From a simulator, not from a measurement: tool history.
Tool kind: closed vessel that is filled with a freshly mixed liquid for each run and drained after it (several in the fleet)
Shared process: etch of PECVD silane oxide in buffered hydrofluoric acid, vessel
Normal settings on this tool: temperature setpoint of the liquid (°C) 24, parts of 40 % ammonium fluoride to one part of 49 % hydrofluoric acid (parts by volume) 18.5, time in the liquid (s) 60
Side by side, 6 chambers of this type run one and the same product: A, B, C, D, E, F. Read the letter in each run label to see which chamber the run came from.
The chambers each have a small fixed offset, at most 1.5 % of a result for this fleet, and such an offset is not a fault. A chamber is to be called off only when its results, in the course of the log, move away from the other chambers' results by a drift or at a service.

run   hour  temperature setpoint of the liquid (°C)  parts of 40 % ammonium fluoride to one part of 49 % hydrofluoric acid (parts by volume)  time in the liquid (s)  hours since the thermometer was replaced  hours since the hydrofluoric acid flow meter was replaced  read-back film thickness of the PECVD silane oxide reference wafer, read on the same gauge (nm)  thickness taken off the PECVD silane oxide on a monitor wafer (Å)
 1A   12.4                                       24                                                                                     18.5                      60                                     233.0                                                      887.1                                                                                           70.034                                                            1674.50
 2B   20.3                                       24                                                                                     18.5                      60                                     410.7                                                      862.3                                                                                           70.033                                                            1647.00
 3C   30.9                                       24                                                                                     18.5                      60                                     199.0                                                     1447.5                                                                                           70.029                                                            1631.00
 4E   38.4                                       24                                                                                     18.5                      60                                     309.3                                                      629.8                                                                                           69.997                                                            1666.30
 5D   48.0                                       24                                                                                     18.5                      60                                     385.7                                                      325.4                                                                                           70.006                                                            1660.60
 6F   62.1                                       24                                                                                     18.5                      60                                     990.2                                                      218.8                                                                                           69.980                                                            1669.50
 7C   69.0                                       24                                                                                     18.5                      60                                     237.1                                                     1485.6                                                                                           70.027                                                            1633.90
 8E   81.0                                       24                                                                                     18.5                      60                                     351.9                                                      672.4                                                                                           70.020                                                            1671.00
 9F   95.1                                       24                                                                                     18.5                      60                                    1023.2                                                      251.8                                                                                           70.017                                                            1660.10
10A  104.9                                       22                                                                                     18.5                      40                                     325.5                                                      979.6                                                                                           69.978                                                            1003.80
11D  111.9                                       22                                                                                     18.5                      40                                     449.6                                                      389.3                                                                                           70.043                                                             980.92
     115.3  -- chamber A: hydrofluoric acid flow meter replaced
12B  125.3                                       22                                                                                     18.5                      40                                     515.7                                                      967.3                                                                                           69.991                                                             983.56
13A  139.3                                       22                                                                                     18.5                      40                                     359.9                                                       24.0                                                                                           70.024                                                            1005.00
14E  147.4                                       22                                                                                     18.5                      40                                     418.3                                                      738.8                                                                                           70.001                                                             993.76
15B  155.0                                       22                                                                                     18.5                      40                                     545.4                                                      997.0                                                                                           69.969                                                             979.21
     165.6  -- chamber D: hydrofluoric acid flow meter replaced
16C  167.1                                       24                                                                                     24.0                      90                                     335.2                                                     1583.7                                                                                           70.004                                                            2013.70
17F  177.2                                       24                                                                                     24.0                      90                                    1105.3                                                      333.9                                                                                           70.005                                                            2050.00
18D  184.7                                       24                                                                                     24.0                      90                                     522.4                                                       19.2                                                                                           70.000                                                            2029.80
19C  196.3                                       24                                                                                     24.0                      90                                     364.4                                                     1612.9                                                                                           70.044                                                            2016.10
20E  208.9                                       24                                                                                     24.0                      90                                     479.8                                                      800.3                                                                                           69.984                                                            2030.90
21A  222.8                                       24                                                                                     24.0                      90                                     443.4                                                      107.5                                                                                           69.993                                                            2055.80
22D  232.2                                       21                                                                                     18.5                      60                                     569.9                                                       66.7                                                                                           70.028                                                            1400.70
23F  245.1                                       21                                                                                     18.5                      60                                    1173.2                                                      401.8                                                                                           69.977                                                            1411.60
24B  253.6                                       21                                                                                     18.5                      60                                     644.0                                                     1095.6                                                                                           70.010                                                            1372.00
25C  266.1                                       21                                                                                     18.5                      60                                     434.2                                                     1682.7                                                                                           70.022                                                            1389.30
26A  278.8                                       21                                                                                     18.5                      60                                     499.4                                                      163.5                                                                                           69.995                                                            1419.40
27E  288.5                                       21                                                                                     18.5                      60                                     559.4                                                      879.9                                                                                           69.982                                                            1403.20
     293.5  -- chamber F: thermometer replaced
28D  298.8                                       24                                                                                     18.5                      60                                     636.5                                                      133.3                                                                                           69.998                                                            1644.10
29B  307.1                                       24                                                                                     18.5                      60                                     697.5                                                     1149.1                                                                                           69.982                                                            1601.00
30F  316.3                                       24                                                                                     18.5                      60                                      22.9                                                      473.0                                                                                           70.058                                                            1659.20
31F  329.4                                       24                                                                                     18.5                      60                                      36.0                                                      486.1                                                                                           70.023                                                            1663.50
32E  338.4                                       24                                                                                     18.5                      60                                     609.3                                                      929.8                                                                                           69.980                                                            1647.30
33C  347.3                                       29                                                                                     13.0                      60                                     515.4                                                     1763.9                                                                                           69.961                                                            3018.30
34D  357.5                                       29                                                                                     13.0                      60                                     695.2                                                      192.0                                                                                           69.985                                                            3047.90
35A  370.4                                       29                                                                                     13.0                      60                                     591.0                                                      255.1                                                                                           70.029                                                            3104.70
36B  379.8                                       29                                                                                     13.0                      60                                     770.2                                                     1221.8                                                                                           69.976                                                            2917.40
37F  390.9                                       29                                                                                     13.0                      60                                      97.5                                                      547.6                                                                                           70.026                                                            3083.60
38E  398.3                                       29                                                                                     13.0                      60                                     669.2                                                      989.7                                                                                           70.011                                                            3038.60
     400.7  -- chamber D: thermometer replaced
39A  404.7                                       24                                                                                     18.5                      60                                     625.3                                                      289.4                                                                                           69.975                                                            1675.80
40D  411.5                                       24                                                                                     18.5                      60                                      10.8                                                      246.0                                                                                           69.981                                                            1651.50

Predict what each chamber gives when all 6 of them run the settings below next.
41A  421.7                                       24                                                                                     18.5                      35                                                                                                                                                                                                                                                                        ?
41B  421.7                                       24                                                                                     18.5                      35                                                                                                                                                                                                                                                                        ?
41C  421.7                                       24                                                                                     18.5                      35                                                                                                                                                                                                                                                                        ?
41D  421.7                                       24                                                                                     18.5                      35                                                                                                                                                                                                                                                                        ?
41E  421.7                                       24                                                                                     18.5                      35                                                                                                                                                                                                                                                                        ?
41F  421.7                                       24                                                                                     18.5                      35                                                                                                                                                                                                                                                                        ?

run  thickness taken off the PECVD silane oxide on a monitor wafer (Å)
41A                                                             976.58
41B                                                             921.09
41C                                                             957.47
41D                                                             967.94
41E                                                             964.68
41F                                                             977.24
